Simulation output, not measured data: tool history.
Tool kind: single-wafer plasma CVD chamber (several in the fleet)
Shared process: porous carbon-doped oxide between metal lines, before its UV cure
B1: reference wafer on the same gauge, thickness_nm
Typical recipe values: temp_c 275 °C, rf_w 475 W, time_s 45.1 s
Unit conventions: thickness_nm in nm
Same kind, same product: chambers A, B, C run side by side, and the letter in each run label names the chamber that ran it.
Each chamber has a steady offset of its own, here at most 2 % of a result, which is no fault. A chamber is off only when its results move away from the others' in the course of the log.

Run 1A, hour 13.1: usual settings; B1 260.94. Result: thickness_nm 274.08 nm.
Run 2C, hour 25.2: usual settings; B1 261.23. Result: thickness_nm 271.02 nm.
Run 3B, hour 39.7: usual settings; B1 261.30. Result: thickness_nm 277.74 nm.
Run 4C, hour 52.7: usual settings; B1 260.84. Result: thickness_nm 270.55 nm.
Run 5A, hour 65.1: usual settings; B1 260.91. Result: thickness_nm 274.11 nm.
Run 6B, hour 73.6: usual settings; B1 261.28. Result: thickness_nm 275.71 nm.
Run 7A, hour 90.1: usual settings; B1 260.89. Result: thickness_nm 272.04 nm.
Run 8B, hour 104.6: usual settings; B1 260.96. Result: thickness_nm 276.50 nm.
Run 9C, hour 113.2: usual settings; B1 261.09. Result: thickness_nm 270.00 nm.
Run 10A, hour 128.3: usual settings but temp_c 265 °C; B1 261.21. Result: thickness_nm 287.05 nm.
Run 11C, hour 136.2: usual settings but temp_c 265 °C; B1 260.92. Result: thickness_nm 286.73 nm.
Run 12B, hour 148.6: usual settings but temp_c 265 °C; B1 261.11. Result: thickness_nm 295.18 nm.
Run 13B, hour 161.8: usual settings; B1 261.33. Result: thickness_nm 274.76 nm.
Run 14C, hour 170.8: usual settings; B1 260.93. Result: thickness_nm 271.67 nm.
Run 15A, hour 185.6: usual settings; B1 260.88. Result: thickness_nm 265.87 nm.
Run 16C, hour 195.9: usual settings but temp_c 268 °C, time_s 38.7 s; B1 261.04. Result: thickness_nm 244.72 nm.
Run 17A, hour 207.6: usual settings but temp_c 268 °C, time_s 38.7 s; B1 260.85. Result: thickness_nm 239.20 nm.
Run 18B, hour 217.6: usual settings but temp_c 268 °C, time_s 38.7 s; B1 260.99. Result: thickness_nm 246.83 nm.
Run 19A, hour 229.6: usual settings; B1 260.94. Result: thickness_nm 262.67 nm.
At hour 240.2: chamber C: RF generator calibrated.
Run 20B, hour 246.3: usual settings; B1 261.09. Result: thickness_nm 274.35 nm.
Run 21C, hour 255.7: usual settings but rf_w 565 W; B1 260.77. Result: thickness_nm 303.99 nm.
Run 22C, hour 264.6: usual settings but rf_w 565 W; B1 260.79. Result: thickness_nm 304.77 nm.
Run 23A, hour 279.0: usual settings but rf_w 565 W; B1 260.91. Result: thickness_nm 295.35 nm.
Run 24B, hour 289.7: usual settings; B1 261.13. Result: thickness_nm 276.30 nm.

Which is it: a chamber that has drifted or been left off by a service, a gauge drift common to all chambers, or only each chamber's usual small offset? If a chamber is off, name it and its likeliest cause.

One chamber, A, drifts off from the rest bit by bit.
Likeliest cause: delivered RF power below the setpoint (%) = 7.19.

Below are 4 candidate recipes for chamber A's next run, each the usual settings with a change, their results shown as question marks. Which of them brings A's results back in line with what the other chambers give on the usual settings?
Allowed miss from the other chambers' usual-settings mean, per result, to count as in line: thickness_nm 4.50 nm
Run 25A-1, hour 301.7: usual settings but temp_c 274 °C, rf_w 485 W, time_s 46.5 s. Result: thickness_nm ?.
Run 25A-2, hour 301.7: usual settings but time_s 46.2 s. Result: thickness_nm ?.
Run 25A-3, hour 301.7: usual settings but rf_w 470 W, time_s 44.5 s. Result: thickness_nm ?.
Run 25A-4, hour 301.7: usual settings but rf_w 440 W. Result: thickness_nm ?.

What the other chambers average on the usual settings: thickness_nm 272.85 nm
  run  thickness_nm
25A-1        272.83
25A-2        265.00
25A-3        253.35
25A-4        243.72
25A-1 is the one that brings the chamber's results back in line with the other chambers.
